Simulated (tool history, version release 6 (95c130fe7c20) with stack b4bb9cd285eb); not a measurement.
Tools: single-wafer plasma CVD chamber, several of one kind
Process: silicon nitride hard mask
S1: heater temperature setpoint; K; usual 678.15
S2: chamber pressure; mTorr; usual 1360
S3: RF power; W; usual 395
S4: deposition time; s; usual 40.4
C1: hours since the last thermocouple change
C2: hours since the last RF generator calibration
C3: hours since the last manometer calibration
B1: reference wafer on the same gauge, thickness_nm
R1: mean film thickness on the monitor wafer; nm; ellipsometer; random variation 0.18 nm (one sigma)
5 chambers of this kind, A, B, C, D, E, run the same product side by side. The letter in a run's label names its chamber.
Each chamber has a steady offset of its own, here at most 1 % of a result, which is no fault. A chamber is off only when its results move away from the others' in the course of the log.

run 1A hour=3.0 | S1=678.15 S2=1360 S3=395 S4=40.4 | C1=2407.0 C2=1388.8 C3=1941.3 | B1=44.210 | R1=53.013
run 2D hour=6.2 | S1=678.15 S2=1360 S3=395 S4=40.4 | C1=991.7 C2=599.3 C3=932.1 | B1=44.235 | R1=52.753
run 3E hour=9.3 | S1=678.15 S2=1360 S3=395 S4=40.4 | C1=1727.2 C2=181.3 C3=2476.8 | B1=44.198 | R1=52.858
run 4B hour=13.4 | S1=678.15 S2=1360 S3=395 S4=40.4 | C1=521.8 C2=1115.1 C3=348.1 | B1=44.165 | R1=52.754
run 5C hour=15.8 | S1=678.15 S2=1360 S3=340 S4=35.1 | C1=941.9 C2=378.2 C3=952.7 | B1=44.230 | R1=41.168
run 6B hour=18.6 | S1=678.15 S2=1360 S3=340 S4=35.1 | C1=527.0 C2=1120.3 C3=353.3 | B1=44.189 | R1=41.616
run 7C hour=20.8 | S1=678.15 S2=1360 S3=340 S4=35.1 | C1=946.9 C2=383.2 C3=957.7 | B1=44.155 | R1=41.435
run 8D hour=23.1 | S1=678.15 S2=1360 S3=340 S4=35.1 | C1=1008.6 C2=616.2 C3=949.0 | B1=44.181 | R1=41.856
run 9E hour=25.6 | S1=678.15 S2=1360 S3=340 S4=35.1 | C1=1743.5 C2=197.6 C3=2493.1 | B1=44.228 | R1=41.768
run 10A hour=29.1 | S1=678.15 S2=1360 S3=395 S4=40.4 | C1=2433.1 C2=1414.9 C3=1967.4 | B1=44.202 | R1=52.717
run 11A hour=31.9 | S1=678.15 S2=1360 S3=395 S4=40.4 | C1=2435.9 C2=1417.7 C3=1970.2 | B1=44.189 | R1=52.574
run 12E hour=35.1 | S1=678.15 S2=1360 S3=395 S4=40.4 | C1=1753.0 C2=207.1 C3=2502.6 | B1=44.203 | R1=52.715
run 13B hour=38.4 | S1=678.15 S2=1360 S3=395 S4=40.4 | C1=546.8 C2=1140.1 C3=373.1 | B1=44.197 | R1=52.530
-- hour=40.2 chamber A: thermocouple changed; heater temperature recalibrated
run 14C hour=42.0 | S1=678.15 S2=1360 S3=395 S4=40.4 | C1=968.1 C2=404.4 C3=978.9 | B1=44.178 | R1=52.337
run 15D hour=44.3 | S1=678.15 S2=1360 S3=395 S4=40.4 | C1=1029.8 C2=637.4 C3=970.2 | B1=44.188 | R1=53.126
run 16C hour=47.3 | S1=678.15 S2=1030 S3=345 S4=40.4 | C1=973.4 C2=409.7 C3=984.2 | B1=44.197 | R1=44.148
run 17D hour=49.4 | S1=678.15 S2=1030 S3=345 S4=40.4 | C1=1034.9 C2=642.5 C3=975.3 | B1=44.198 | R1=44.406
run 18A hour=53.5 | S1=678.15 S2=1030 S3=345 S4=40.4 | C1=13.4 C2=1439.3 C3=1991.8 | B1=44.206 | R1=44.098
run 19B hour=55.6 | S1=678.15 S2=1030 S3=345 S4=40.4 | C1=564.0 C2=1157.3 C3=390.3 | B1=44.220 | R1=43.932
run 20E hour=58.1 | S1=678.15 S2=1030 S3=345 S4=40.4 | C1=1776.0 C2=230.1 C3=2525.6 | B1=44.166 | R1=44.550
run 21A hour=61.4 | S1=678.15 S2=1360 S3=395 S4=40.4 | C1=21.3 C2=1447.2 C3=1999.7 | B1=44.211 | R1=52.418
run 22C hour=64.2 | S1=678.15 S2=1360 S3=395 S4=40.4 | C1=990.3 C2=426.6 C3=1001.1 | B1=44.168 | R1=52.674
run 23D hour=68.2 | S1=678.15 S2=1360 S3=395 S4=40.4 | C1=1053.7 C2=661.3 C3=994.1 | B1=44.203 | R1=52.986
run 24B hour=71.6 | S1=678.15 S2=1360 S3=395 S4=40.4 | C1=580.0 C2=1173.3 C3=406.3 | B1=44.243 | R1=52.723
run 25E hour=75.1 | S1=678.15 S2=1230 S3=395 S4=46.5 | C1=1793.0 C2=247.1 C3=2542.6 | B1=44.210 | R1=58.796
run 26B hour=79.0 | S1=678.15 S2=1230 S3=395 S4=46.5 | C1=587.4 C2=1180.7 C3=413.7 | B1=44.191 | R1=58.557
run 27D hour=82.4 | S1=678.15 S2=1230 S3=395 S4=46.5 | C1=1067.9 C2=675.5 C3=1008.3 | B1=44.243 | R1=58.739
-- hour=83.3 chamber E: capacitance manometer re-zeroed and calibrated
run 28C hour=85.9 | S1=678.15 S2=1230 S3=395 S4=46.5 | C1=1012.0 C2=448.3 C3=1022.8 | B1=44.204 | R1=58.415
-- hour=87.5 chamber D: thermocouple changed; heater temperature recalibrated
run 29E hour=90.4 | S1=678.15 S2=1230 S3=395 S4=46.5 | C1=1808.3 C2=262.4 C3=7.2 | B1=44.205 | R1=59.408
run 30A hour=92.7 | S1=678.15 S2=1360 S3=395 S4=40.4 | C1=52.6 C2=1478.5 C3=2031.0 | B1=44.154 | R1=51.676
run 31D hour=96.3 | S1=678.15 S2=1360 S3=395 S4=40.4 | C1=8.9 C2=689.4 C3=1022.2 | B1=44.202 | R1=52.689
run 32B hour=99.6 | S1=678.15 S2=1360 S3=395 S4=40.4 | C1=608.0 C2=1201.3 C3=434.3 | B1=44.166 | R1=52.572
run 33E hour=101.6 | S1=678.15 S2=1360 S3=395 S4=40.4 | C1=1819.5 C2=273.6 C3=18.4 | B1=44.218 | R1=52.731
run 34A hour=105.5 | S1=678.15 S2=1360 S3=395 S4=40.4 | C1=65.4 C2=1491.3 C3=2043.8 | B1=44.216 | R1=51.646
run 35C hour=108.9 | S1=678.15 S2=1360 S3=395 S4=40.4 | C1=1035.0 C2=471.3 C3=1045.8 | B1=44.159 | R1=52.272
run 36B hour=111.4 | S1=678.15 S2=1360 S3=395 S4=40.4 | C1=619.8 C2=1213.1 C3=446.1 | B1=44.215 | R1=52.508
run 37A hour=115.4 | S1=678.15 S2=1600 S3=355 S4=40.4 | C1=75.3 C2=1501.2 C3=2053.7 | B1=44.225 | R1=50.238
run 38C hour=118.0 | S1=678.15 S2=1600 S3=355 S4=40.4 | C1=1044.1 C2=480.4 C3=1054.9 | B1=44.205 | R1=51.542
run 39D hour=121.4 | S1=678.15 S2=1600 S3=355 S4=40.4 | C1=34.0 C2=714.5 C3=1047.3 | B1=44.202 | R1=51.925

Next, every chamber runs the same settings. What will each give?
run 40A hour=124.7 | S1=678.15 S2=1360 S3=395 S4=40.4 | R1=?
run 40B hour=124.7 | S1=678.15 S2=1360 S3=395 S4=40.4 | R1=?
run 40C hour=124.7 | S1=678.15 S2=1360 S3=395 S4=40.4 | R1=?
run 40D hour=124.7 | S1=678.15 S2=1360 S3=395 S4=40.4 | R1=?
run 40E hour=124.7 | S1=678.15 S2=1360 S3=395 S4=40.4 | R1=?

run=40A R1=50.946
run=40B R1=52.641
run=40C R1=52.570
run=40D R1=52.461
run=40E R1=52.625
